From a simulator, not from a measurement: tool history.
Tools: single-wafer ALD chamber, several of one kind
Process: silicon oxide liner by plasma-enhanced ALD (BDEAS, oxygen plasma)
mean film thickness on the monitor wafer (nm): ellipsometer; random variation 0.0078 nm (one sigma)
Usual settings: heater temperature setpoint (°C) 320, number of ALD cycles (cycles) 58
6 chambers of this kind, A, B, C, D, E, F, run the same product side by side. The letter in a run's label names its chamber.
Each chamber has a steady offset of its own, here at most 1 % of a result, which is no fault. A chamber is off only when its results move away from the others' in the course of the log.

run   hour  heater temperature setpoint (°C)  number of ALD cycles (cycles)  read-back reference wafer on the same gauge, thickness_nm  mean film thickness on the monitor wafer (nm)
 1C    6.5                               320                             58                                                     4.3807                                         5.2127
 2B   16.6                               320                             58                                                     4.3821                                         5.2421
 3E   26.6                               320                             58                                                     4.3829                                         5.2042
      36.3  -- chamber A: thermocouple changed; heater temperature recalibrated
 4D   36.3                               320                             58                                                     4.3842                                         5.2965
 5A   44.2                               320                             58                                                     4.3837                                         5.3098
 6F   53.1                               320                             58                                                     4.3839                                         5.2124
 7E   58.5                               320                             58                                                     4.3846                                         5.2266
 8B   69.1                               320                             58                                                     4.3843                                         5.2486
 9D   74.2                               320                             58                                                     4.3845                                         5.2939
10A   80.3                               320                             58                                                     4.3864                                         5.2984
11F   89.5                               320                             58                                                     4.3887                                         5.2258
12C  101.1                               328                             63                                                     4.3902                                         5.6200
13A  110.9                               328                             63                                                     4.3876                                         5.6787
14C  117.0                               328                             63                                                     4.3895                                         5.6120
15F  125.2                               328                             63                                                     4.3904                                         5.6104
16D  132.0                               328                             63                                                     4.3910                                         5.7085
17E  142.3                               328                             63                                                     4.3912                                         5.6153
18B  148.7                               320                             58                                                     4.3909                                         5.2508
19C  155.3                               320                             58                                                     4.3925                                         5.2255
20B  163.2                               306                             58                                                     4.3926                                         5.3554
21D  174.1                               306                             58                                                     4.3951                                         5.4202
22A  184.0                               306                             58                                                     4.3955                                         5.4209
23F  192.5                               306                             58                                                     4.3953                                         5.3524
24E  200.8                               306                             58                                                     4.3962                                         5.3178
25A  207.1                               306                             58                                                     4.3967                                         5.4269
26F  212.2                               320                             58                                                     4.3965                                         5.2390
27D  222.8                               320                             58                                                     4.3966                                         5.3046
28C  230.1                               320                             66                                                     4.3988                                         5.9600
29E  241.9                               320                             66                                                     4.3979                                         5.9392
30B  252.7                               320                             66                                                     4.3997                                         5.9754
31E  258.8                               320                             66                                                     4.3996                                         5.9681
32A  268.1                               320                             66                                                     4.4004                                         6.0428
33B  277.7                               320                             66                                                     4.4002                                         5.9641
34F  283.0                               320                             58                                                     4.4033                                         5.2359
35D  291.8                               320                             58                                                     4.4025                                         5.3021
36C  300.3                               320                             58                                                     4.4032                                         5.2462
37B  310.7                               320                             58                                                     4.4044                                         5.2603
38F  321.2                               320                             58                                                     4.4053                                         5.2460
39A  327.0                               320                             58                                                     4.4068                                         5.3303
40D  335.8                               320                             58                                                     4.4071                                         5.3195

Next, every chamber runs the same settings. What will each give?
41A  344.3                               320                             68                                                                                                         ?
41B  344.3                               320                             68                                                                                                         ?
41C  344.3                               320                             68                                                                                                         ?
41D  344.3                               320                             68                                                                                                         ?
41E  344.3                               320                             68                                                                                                         ?
41F  344.3                               320                             68                                                                                                         ?

run  mean film thickness on the monitor wafer (nm)
41A                                         6.2649
41B                                         6.1779
41C                                         6.1305
41D                                         6.2319
41E                                         6.1438
41F                                         6.1575

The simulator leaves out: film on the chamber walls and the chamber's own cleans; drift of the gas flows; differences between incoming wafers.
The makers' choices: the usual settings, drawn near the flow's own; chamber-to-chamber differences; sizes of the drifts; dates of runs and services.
